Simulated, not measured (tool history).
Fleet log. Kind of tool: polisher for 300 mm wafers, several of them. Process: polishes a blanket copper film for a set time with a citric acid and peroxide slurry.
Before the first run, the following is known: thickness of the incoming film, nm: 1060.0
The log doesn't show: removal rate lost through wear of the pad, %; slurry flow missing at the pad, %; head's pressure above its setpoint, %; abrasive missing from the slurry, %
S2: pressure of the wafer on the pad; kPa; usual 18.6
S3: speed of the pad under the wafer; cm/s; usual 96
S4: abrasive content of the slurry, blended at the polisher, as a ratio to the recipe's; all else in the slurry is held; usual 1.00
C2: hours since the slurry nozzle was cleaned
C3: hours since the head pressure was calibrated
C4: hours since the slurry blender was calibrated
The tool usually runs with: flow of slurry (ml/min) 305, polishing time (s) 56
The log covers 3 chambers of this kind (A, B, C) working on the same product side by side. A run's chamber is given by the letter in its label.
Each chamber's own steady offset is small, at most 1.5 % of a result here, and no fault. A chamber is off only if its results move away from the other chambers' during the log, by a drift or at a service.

Run 1B, hour 9.8: usual settings; wafers polished on this pad 527; C2 336.8; C3 193.1; C4 229.4. Result: film removed (nm) 99.827.
Run 2A, hour 20.7: usual settings; wafers polished on this pad 1327; C2 312.6; C3 889.7; C4 151.9. Result: film removed (nm) 99.939.
At hour 22.2: chamber A: worn pad replaced by a new one.
Run 3C, hour 30.6: usual settings; wafers polished on this pad 929; C2 129.7; C3 38.5; C4 192.5. Result: film removed (nm) 99.896.
At hour 35.3: chamber B: worn pad replaced by a new one.
At hour 38.3: chamber C: worn pad replaced by a new one.
Run 4B, hour 40.0: usual settings; wafers polished on this pad 58; C2 367.0; C3 223.3; C4 259.6. Result: film removed (nm) 99.284.
Run 5C, hour 46.1: usual settings but S3 68 cm/s, S4 0.90; wafers polished on this pad 97; C2 145.2; C3 54.0; C4 208.0. Result: film removed (nm) 71.655.
Run 6A, hour 53.0: usual settings but S3 68 cm/s, S4 0.90; wafers polished on this pad 382; C2 344.9; C3 922.0; C4 184.2. Result: film removed (nm) 69.622.
Run 7B, hour 63.7: usual settings but S3 68 cm/s, S4 0.90; wafers polished on this pad 351; C2 390.7; C3 247.0; C4 283.3. Result: film removed (nm) 68.564.
At hour 69.4: chamber C: slurry blender recalibrated.
Run 8C, hour 70.3: usual settings; wafers polished on this pad 397; C2 169.4; C3 78.2; C4 1.0. Result: film removed (nm) 101.150.
Run 9A, hour 77.4: usual settings; wafers polished on this pad 684; C2 369.3; C3 946.4; C4 208.6. Result: film removed (nm) 98.485.
Run 10B, hour 86.0: usual settings; wafers polished on this pad 628; C2 413.0; C3 269.3; C4 305.6. Result: film removed (nm) 97.528.
Run 11C, hour 92.4: usual settings; wafers polished on this pad 671; C2 191.5; C3 100.3; C4 23.1. Result: film removed (nm) 101.190.
Run 12A, hour 99.9: usual settings; wafers polished on this pad 962; C2 391.8; C3 968.9; C4 231.1. Result: film removed (nm) 97.804.
At hour 105.8: chamber C: slurry nozzle cleaned.
At hour 109.1: chamber B: worn pad replaced by a new one.
Run 13C, hour 110.0: usual settings; wafers polished on this pad 889; C2 4.3; C3 117.9; C4 40.7. Result: film removed (nm) 102.290.
Run 14B, hour 118.4: usual settings; wafers polished on this pad 115; C2 445.4; C3 301.7; C4 338.0. Result: film removed (nm) 96.515.
At hour 119.7: chamber C: worn pad replaced by a new one.
At hour 123.7: chamber A: worn pad replaced by a new one.
Run 15A, hour 124.0: usual settings; wafers polished on this pad 4; C2 415.9; C3 993.0; C4 255.2. Result: film removed (nm) 98.554.
Run 16B, hour 131.7: usual settings; wafers polished on this pad 279; C2 458.7; C3 315.0; C4 351.3. Result: film removed (nm) 97.070.
Run 17A, hour 140.1: usual settings; wafers polished on this pad 203; C2 432.0; C3 1009.1; C4 271.3. Result: film removed (nm) 99.707.
Run 18C, hour 146.3: usual settings but S2 23.4 kPa; wafers polished on this pad 329; C2 40.6; C3 154.2; C4 77.0. Result: film removed (nm) 126.100.
Run 19A, hour 154.9: usual settings but S2 23.4 kPa; wafers polished on this pad 387; C2 446.8; C3 1023.9; C4 286.1. Result: film removed (nm) 124.480.
Run 20C, hour 164.2: usual settings but S2 23.4 kPa; wafers polished on this pad 551; C2 58.5; C3 172.1; C4 94.9. Result: film removed (nm) 126.680.
Run 21B, hour 174.6: usual settings; wafers polished on this pad 811; C2 501.6; C3 357.9; C4 394.2. Result: film removed (nm) 96.238.
At hour 179.3: chamber B: worn pad replaced by a new one.
Run 22A, hour 184.5: usual settings; wafers polished on this pad 753; C2 476.4; C3 1053.5; C4 315.7. Result: film removed (nm) 97.872.
At hour 191.1: chamber A: slurry blender recalibrated.
Run 23B, hour 191.9: usual settings; wafers polished on this pad 157; C2 518.9; C3 375.2; C4 411.5. Result: film removed (nm) 96.998.
At hour 196.8: chamber C: worn pad replaced by a new one.
Run 24C, hour 200.7: usual settings; wafers polished on this pad 49; C2 95.0; C3 208.6; C4 131.4. Result: film removed (nm) 99.772.
Run 25A, hour 209.0: usual settings; wafers polished on this pad 1057; C2 500.9; C3 1078.0; C4 17.9. Result: film removed (nm) 99.295.
At hour 209.6: chamber A: slurry nozzle cleaned.
Run 26B, hour 218.1: usual settings; wafers polished on this pad 481; C2 545.1; C3 401.4; C4 437.7. Result: film removed (nm) 95.392.
At hour 227.1: chamber A: worn pad replaced by a new one.
Run 27C, hour 227.8: usual settings; wafers polished on this pad 384; C2 122.1; C3 235.7; C4 158.5. Result: film removed (nm) 100.440.
Run 28A, hour 235.5: usual settings; wafers polished on this pad 104; C2 25.9; C3 1104.5; C4 44.4. Result: film removed (nm) 98.750.
Run 29C, hour 241.1: usual settings; wafers polished on this pad 549; C2 135.4; C3 249.0; C4 171.8. Result: film removed (nm) 100.220.
Run 30B, hour 249.8: usual settings but S4 0.75; wafers polished on this pad 874; C2 576.8; C3 433.1; C4 469.4. Result: film removed (nm) 88.969.
At hour 258.5: chamber B: worn pad replaced by a new one.
Run 31B, hour 260.0: usual settings but S4 0.75; wafers polished on this pad 18; C2 587.0; C3 443.3; C4 479.6. Result: film removed (nm) 88.251.
At hour 260.7: chamber C: worn pad replaced by a new one.
Run 32C, hour 265.7: usual settings but S4 0.75; wafers polished on this pad 62; C2 160.0; C3 273.6; C4 196.4. Result: film removed (nm) 94.575.
Run 33A, hour 274.6: usual settings; wafers polished on this pad 588; C2 65.0; C3 1143.6; C4 83.5. Result: film removed (nm) 99.006.
Run 34A, hour 279.7: usual settings; wafers polished on this pad 651; C2 70.1; C3 1148.7; C4 88.6. Result: film removed (nm) 99.173.
Run 35B, hour 284.6: usual settings; wafers polished on this pad 323; C2 611.6; C3 467.9; C4 504.2. Result: film removed (nm) 93.741.

Predict what each chamber gives when all 3 of them run the settings below next.
Run 36A, hour 292.5: usual settings. Result: film removed (nm) ?.
Run 36B, hour 292.5: usual settings. Result: film removed (nm) ?.
Run 36C, hour 292.5: usual settings. Result: film removed (nm) ?.

run  film removed (nm)
36A             98.858
36B             93.409
36C            100.480
